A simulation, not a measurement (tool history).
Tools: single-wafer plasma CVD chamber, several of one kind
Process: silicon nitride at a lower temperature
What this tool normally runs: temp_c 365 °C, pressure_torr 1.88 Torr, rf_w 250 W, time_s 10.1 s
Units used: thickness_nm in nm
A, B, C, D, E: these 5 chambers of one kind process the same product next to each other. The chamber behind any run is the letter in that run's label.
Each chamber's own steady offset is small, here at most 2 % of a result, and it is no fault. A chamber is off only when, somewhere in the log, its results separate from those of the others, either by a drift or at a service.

| run | day | temp_c | pressure_torr | rf_w | time_s | hours since the last thermocouple change | hours since the last RF generator calibration | hours since the last manometer calibration | read-back reference wafer on the same gauge, thickness_nm | thickness_nm |
|---|---|---|---|---|---|---|---|---|---|---|
|  | 0.296 | chamber D: RF generator calibrated |
| 1D | 0.367 | 365 | 1.88 | 250 | 10.1 | 1090.7 | 1.7 | 796.6 | 10.795 | 10.9240 |
| 2A | 0.742 | 365 | 1.88 | 250 | 10.1 | 982.2 | 1541.9 | 2184.6 | 10.801 | 10.7600 |
| 3B | 1.350 | 365 | 1.88 | 250 | 10.1 | 1335.7 | 545.2 | 427.9 | 10.805 | 10.9450 |
| 4C | 1.954 | 365 | 1.88 | 250 | 10.1 | 1267.5 | 505.1 | 1042.9 | 10.800 | 10.8360 |
| 5E | 2.358 | 365 | 1.88 | 250 | 10.1 | 601.1 | 693.9 | 84.2 | 10.785 | 10.9110 |
|  | 2.396 | chamber C: capacitance manometer re-zeroed and calibrated |
| 6E | 2.904 | 365 | 1.88 | 205 | 10.1 | 614.2 | 707.0 | 97.3 | 10.788 | 9.4422 |
| 7B | 3.496 | 365 | 1.88 | 205 | 10.1 | 1387.2 | 596.7 | 479.4 | 10.800 | 9.5020 |
| 8C | 3.896 | 365 | 1.88 | 205 | 10.1 | 1314.1 | 551.7 | 36.1 | 10.798 | 9.4095 |
|  | 3.929 | chamber B: thermocouple changed; heater temperature recalibrated |
| 9D | 4.229 | 365 | 1.88 | 205 | 10.1 | 1183.4 | 94.4 | 889.3 | 10.798 | 9.5439 |
| 10A | 4.650 | 365 | 1.88 | 205 | 10.1 | 1076.0 | 1635.7 | 2278.4 | 10.803 | 9.2565 |
| 11B | 5.050 | 365 | 1.88 | 250 | 10.1 | 27.0 | 634.0 | 516.7 | 10.795 | 10.9380 |
| 12E | 5.488 | 365 | 1.88 | 250 | 10.1 | 676.2 | 769.0 | 159.3 | 10.803 | 10.9200 |
| 13D | 5.962 | 358 | 1.88 | 250 | 8.7 | 1225.0 | 136.0 | 930.9 | 10.796 | 9.4881 |
| 14C | 6.425 | 358 | 1.88 | 250 | 8.7 | 1374.8 | 612.4 | 96.8 | 10.794 | 9.3005 |
|  | 6.692 | chamber A: RF generator calibrated |
| 15A | 6.767 | 358 | 1.88 | 250 | 8.7 | 1126.8 | 1.9 | 2329.2 | 10.798 | 9.2697 |
| 16A | 7.146 | 358 | 1.88 | 250 | 8.7 | 1135.9 | 11.0 | 2338.3 | 10.785 | 9.1738 |
| 17C | 7.488 | 358 | 1.88 | 250 | 8.7 | 1400.3 | 637.9 | 122.3 | 10.800 | 9.2848 |
| 18D | 8.004 | 365 | 1.88 | 250 | 10.1 | 1274.0 | 185.0 | 979.9 | 10.796 | 10.9590 |
| 19E | 8.408 | 365 | 1.88 | 250 | 10.1 | 746.3 | 839.1 | 229.4 | 10.789 | 10.9780 |
| 20B | 8.692 | 365 | 1.88 | 250 | 10.1 | 114.4 | 721.4 | 604.1 | 10.793 | 10.9220 |
| 21B | 9.321 | 365 | 1.88 | 250 | 10.1 | 129.5 | 736.5 | 619.2 | 10.795 | 10.9270 |
| 22C | 9.967 | 370 | 1.88 | 250 | 8.4 | 1459.8 | 697.4 | 181.8 | 10.793 | 8.8429 |
| 23A | 10.458 | 370 | 1.88 | 250 | 8.4 | 1215.4 | 90.5 | 2417.8 | 10.793 | 8.9042 |
| 24E | 10.888 | 370 | 1.88 | 250 | 8.4 | 805.8 | 898.6 | 288.9 | 10.812 | 9.0579 |
| 25D | 11.312 | 370 | 1.88 | 250 | 8.4 | 1353.4 | 264.4 | 1059.3 | 10.800 | 8.9760 |
| 26E | 11.812 | 370 | 1.88 | 250 | 8.4 | 828.0 | 920.8 | 311.1 | 10.798 | 9.0422 |
| 27B | 12.321 | 365 | 1.88 | 250 | 10.1 | 201.5 | 808.5 | 691.2 | 10.802 | 10.9440 |
|  | 12.717 | chamber A: capacitance manometer re-zeroed and calibrated |
| 28A | 12.850 | 365 | 1.88 | 250 | 10.1 | 1272.8 | 147.9 | 3.2 | 10.799 | 10.7280 |
| 29D | 13.362 | 365 | 1.88 | 250 | 10.1 | 1402.6 | 313.6 | 1108.5 | 10.808 | 10.9810 |
|  | 13.954 | chamber E: thermocouple changed; heater temperature recalibrated |
| 30C | 13.975 | 365 | 2.14 | 270 | 10.1 | 1556.0 | 793.6 | 278.0 | 10.798 | 11.4920 |
| 31A | 14.612 | 365 | 2.14 | 270 | 10.1 | 1315.1 | 190.2 | 45.5 | 10.796 | 11.7220 |
| 32E | 15.142 | 365 | 2.14 | 270 | 10.1 | 28.5 | 1000.7 | 391.0 | 10.799 | 12.0020 |
| 33B | 15.708 | 365 | 2.14 | 270 | 10.1 | 282.8 | 889.8 | 772.5 | 10.799 | 12.0670 |

Is one chamber off against the others, does the gauge drift, or is nothing wrong? If a chamber is off, say which, and what the likeliest cause is.

One chamber, C, drifts off from the rest bit by bit.
Most likely cause: delivered RF power below the setpoint (%) = 6.36.

Below are 4 candidate recipes for chamber C's next run, each the usual settings with a change, their results shown as question marks. Which of them brings C's results back in line with what the other chambers give on the usual settings?
In line means no further than this from the other chambers' mean on the usual settings: thickness_nm 0.1600 nm
| 34C-1 | 16.183 | 365 | 1.89 | 250 | 10.3 |  |  |  |  | ? |
| 34C-2 | 16.183 | 365 | 1.90 | 255 | 10.4 |  |  |  |  | ? |
| 34C-3 | 16.183 | 365 | 1.88 | 250 | 9.9 |  |  |  |  | ? |
| 34C-4 | 16.183 | 365 | 1.86 | 245 | 9.8 |  |  |  |  | ? |

What the other chambers average on the usual settings: thickness_nm 10.8860 nm
| run | thickness_nm |
|---|---|
| 34C-1 | 10.6070 |
| 34C-2 | 10.8770 |
| 34C-3 | 10.1810 |
| 34C-4 | 9.9035 |
With 34C-2, the chamber falls back in line with the rest.
